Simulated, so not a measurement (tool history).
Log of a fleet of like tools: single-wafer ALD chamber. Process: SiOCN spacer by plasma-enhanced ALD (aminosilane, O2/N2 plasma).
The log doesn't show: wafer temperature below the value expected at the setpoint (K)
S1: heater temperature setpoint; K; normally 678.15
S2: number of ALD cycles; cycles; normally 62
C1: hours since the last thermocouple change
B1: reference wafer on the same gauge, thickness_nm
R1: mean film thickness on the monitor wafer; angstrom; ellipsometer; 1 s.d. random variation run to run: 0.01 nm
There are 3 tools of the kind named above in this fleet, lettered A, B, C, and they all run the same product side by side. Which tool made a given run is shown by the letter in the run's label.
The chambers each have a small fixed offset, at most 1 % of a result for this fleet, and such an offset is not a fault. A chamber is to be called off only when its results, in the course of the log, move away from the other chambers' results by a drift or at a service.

Run 1A, hour 13.6: usual settings; C1 279.4; B1 3.5910. Result: R1 36.615 angstrom.
Run 2C, hour 22.7: usual settings; C1 948.8; B1 3.5883. Result: R1 36.847 angstrom.
Run 3B, hour 33.9: usual settings; C1 751.9; B1 3.5889. Result: R1 36.964 angstrom.
Run 4A, hour 48.3: usual settings; C1 314.1; B1 3.5897. Result: R1 36.490 angstrom.
Run 5C, hour 55.6: usual settings but S2 54 cycles; C1 981.7; B1 3.5917. Result: R1 32.117 angstrom.
Run 6B, hour 63.6: usual settings but S2 54 cycles; C1 781.6; B1 3.5890. Result: R1 32.184 angstrom.
Run 7A, hour 70.5: usual settings but S2 54 cycles; C1 336.3; B1 3.5891. Result: R1 31.962 angstrom.
Run 8B, hour 81.0: usual settings; C1 799.0; B1 3.5909. Result: R1 37.038 angstrom.
Run 9C, hour 94.8: usual settings; C1 1020.9; B1 3.5900. Result: R1 36.965 angstrom.
Run 10A, hour 104.0: usual settings; C1 369.8; B1 3.5898. Result: R1 36.771 angstrom.
Run 11B, hour 110.4: usual settings; C1 828.4; B1 3.5867. Result: R1 37.036 angstrom.
Run 12C, hour 119.0: usual settings; C1 1045.1; B1 3.5899. Result: R1 36.758 angstrom.
Run 13B, hour 132.7: usual settings; C1 850.7; B1 3.5893. Result: R1 36.932 angstrom.
Run 14C, hour 142.4: usual settings; C1 1068.5; B1 3.5890. Result: R1 37.140 angstrom.
Run 15A, hour 154.2: usual settings; C1 420.0; B1 3.5918. Result: R1 36.559 angstrom.
Run 16B, hour 164.5: usual settings; C1 882.5; B1 3.5913. Result: R1 36.827 angstrom.
Run 17C, hour 172.9: usual settings but S1 666.15 K, S2 72 cycles; C1 1099.0; B1 3.5915. Result: R1 43.293 angstrom.
Run 18A, hour 186.8: usual settings but S1 666.15 K, S2 72 cycles; C1 452.6; B1 3.5903. Result: R1 43.169 angstrom.
Run 19A, hour 195.7: usual settings but S1 666.15 K, S2 72 cycles; C1 461.5; B1 3.5887. Result: R1 43.074 angstrom.
Run 20C, hour 206.5: usual settings; C1 1132.6; B1 3.5888. Result: R1 37.390 angstrom.
Run 21B, hour 213.6: usual settings; C1 931.6; B1 3.5908. Result: R1 36.817 angstrom.
Run 22A, hour 220.4: usual settings; C1 486.2; B1 3.5882. Result: R1 36.618 angstrom.
Run 23C, hour 231.6: usual settings; C1 1157.7; B1 3.5889. Result: R1 37.316 angstrom.
Run 24B, hour 237.9: usual settings; C1 955.9; B1 3.5891. Result: R1 37.003 angstrom.

The same settings go to every chamber for the next run, one line per chamber below. Forecast the results for each:
Run 25A, hour 248.3: usual settings but S2 73 cycles. Result: R1 ?.
Run 25B, hour 248.3: usual settings but S2 73 cycles. Result: R1 ?.
Run 25C, hour 248.3: usual settings but S2 73 cycles. Result: R1 ?.

run      R1
25A  43.230
25B  43.685
25C  43.757
